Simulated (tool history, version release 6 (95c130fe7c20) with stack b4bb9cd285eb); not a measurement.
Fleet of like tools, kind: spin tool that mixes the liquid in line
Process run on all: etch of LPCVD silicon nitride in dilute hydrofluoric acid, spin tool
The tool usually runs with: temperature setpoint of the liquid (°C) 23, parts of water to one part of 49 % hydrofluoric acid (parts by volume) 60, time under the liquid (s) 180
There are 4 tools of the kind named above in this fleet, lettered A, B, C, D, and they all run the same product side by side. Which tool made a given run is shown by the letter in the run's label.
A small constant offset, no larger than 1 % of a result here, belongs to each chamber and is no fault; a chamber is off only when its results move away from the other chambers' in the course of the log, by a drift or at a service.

| run | hour | temperature setpoint of the liquid (°C) | parts of water to one part of 49 % hydrofluoric acid (parts by volume) | time under the liquid (s) | hours since the thermometer was replaced | hours since the hydrofluoric acid flow meter was replaced | read-back film thickness of the LPCVD silicon nitride reference wafer, read on the same gauge (nm) | thickness taken off the LPCVD silicon nitride on a monitor wafer (Å) |
|---|---|---|---|---|---|---|---|---|
| 1C | 6.5 | 23 | 60 | 180 | 1592.3 | 980 | 100.02 | 13.618 |
| 2D | 13 | 23 | 60 | 180 | 130.4 | 769.1 | 99.996 | 13.55 |
| 3B | 18.9 | 23 | 60 | 180 | 726.9 | 691.8 | 99.985 | 13.413 |
| 4A | 25.6 | 23 | 60 | 180 | 647.7 | 1700.3 | 100.02 | 13.348 |
| 5B | 31.5 | 23 | 60 | 180 | 739.5 | 704.4 | 99.999 | 12.898 |
| 6A | 40 | 23 | 60 | 180 | 662.1 | 1714.7 | 100.01 | 13.388 |
| 7C | 44.9 | 23 | 60 | 180 | 1630.7 | 1018.4 | 99.994 | 13.029 |
| 8D | 49.2 | 23 | 60 | 180 | 166.6 | 805.3 | 100.01 | 13.626 |
| 9A | 55.2 | 23 | 60 | 180 | 677.3 | 1729.9 | 100 | 13.603 |
| 10C | 60.9 | 23 | 60 | 180 | 1646.7 | 1034.4 | 99.964 | 13.452 |
| 11B | 66.5 | 23 | 60 | 180 | 774.5 | 739.4 | 99.982 | 13.402 |
| 12D | 71.9 | 23 | 60 | 180 | 189.3 | 828 | 100 | 13.279 |
| 13B | 80.5 | 24.5 | 60 | 180 | 788.5 | 753.4 | 100.02 | 14.315 |
| 14C | 89.4 | 24.5 | 60 | 180 | 1675.2 | 1062.9 | 99.996 | 14.694 |
| 15A | 98 | 24.5 | 60 | 180 | 720.1 | 1772.7 | 99.997 | 14.455 |
| 16D | 107.2 | 24.5 | 60 | 180 | 224.6 | 863.3 | 100.04 | 14.655 |
| 17B | 112.2 | 23 | 60 | 180 | 820.2 | 785.1 | 100.02 | 13.109 |
| 18A | 117.4 | 23 | 60 | 180 | 739.5 | 1792.1 | 100.02 | 13.628 |
| 19D | 126.5 | 23 | 60 | 180 | 243.9 | 882.6 | 99.986 | 13.063 |
| 20C | 130.7 | 23 | 60 | 180 | 1716.5 | 1104.2 | 99.975 | 12.984 |
| 21D | 135.8 | 23 | 60 | 180 | 253.2 | 891.9 | 100.03 | 13.733 |
| 22A | 145.2 | 23 | 60 | 180 | 767.3 | 1819.9 | 100.01 | 12.763 |
| 23C | 153.6 | 23 | 60 | 180 | 1739.4 | 1127.1 | 99.987 | 12.478 |
| 24B | 157.9 | 23 | 60 | 180 | 865.9 | 830.8 | 100 | 13.18 |
| 25A | 165.7 | 23 | 60 | 180 | 787.8 | 1840.4 | 99.983 | 13.498 |
| 26B | 172.4 | 23 | 60 | 180 | 880.4 | 845.3 | 100 | 13.287 |
| 27C | 176.8 | 23 | 60 | 180 | 1762.6 | 1150.3 | 99.985 | 12.582 |
| 28D | 184.2 | 23 | 60 | 130 | 301.6 | 940.3 | 100 | 9.4601 |
| 29D | 191.7 | 23 | 60 | 130 | 309.1 | 947.8 | 100.03 | 9.4396 |
| 30B | 196.8 | 23 | 60 | 130 | 904.8 | 869.7 | 99.994 | 9.3972 |
| 31C | 204.8 | 23 | 60 | 130 | 1790.6 | 1178.3 | 100.03 | 8.9224 |
| 32A | 213.6 | 23 | 60 | 180 | 835.7 | 1888.3 | 99.984 | 13.019 |
| 33A | 222.2 | 23 | 60 | 180 | 844.3 | 1896.9 | 100.01 | 13.017 |
| 34C | 228.6 | 27.5 | 60 | 180 | 1814.4 | 1202.1 | 100 | 16.555 |
| 35D | 233 | 27.5 | 60 | 180 | 350.4 | 989.1 | 99.999 | 18.178 |
| 36B | 237.3 | 27.5 | 60 | 180 | 945.3 | 910.2 | 100.02 | 17.527 |
| 37D | 241.5 | 27.5 | 60 | 180 | 358.9 | 997.6 | 100.02 | 18.1 |
| 38B | 250.2 | 23 | 60 | 180 | 958.2 | 923.1 | 100.01 | 13.234 |
| 39C | 257.3 | 23 | 60 | 180 | 1843.1 | 1230.8 | 100.03 | 11.282 |
| 40A | 261.5 | 23 | 60 | 180 | 883.6 | 1936.2 | 100.01 | 13.775 |

For the next run the whole fleet of 4 chambers uses the same settings. Give each chamber's results:
| 41A | 268.4 | 23 | 70 | 180 |  |  |  | ? |
| 41B | 268.4 | 23 | 70 | 180 |  |  |  | ? |
| 41C | 268.4 | 23 | 70 | 180 |  |  |  | ? |
| 41D | 268.4 | 23 | 70 | 180 |  |  |  | ? |

| run | thickness taken off the LPCVD silicon nitride on a monitor wafer (Å) |
|---|---|
| 41A | 11.74 |
| 41B | 11.534 |
| 41C | 9.6355 |
| 41D | 11.431 |

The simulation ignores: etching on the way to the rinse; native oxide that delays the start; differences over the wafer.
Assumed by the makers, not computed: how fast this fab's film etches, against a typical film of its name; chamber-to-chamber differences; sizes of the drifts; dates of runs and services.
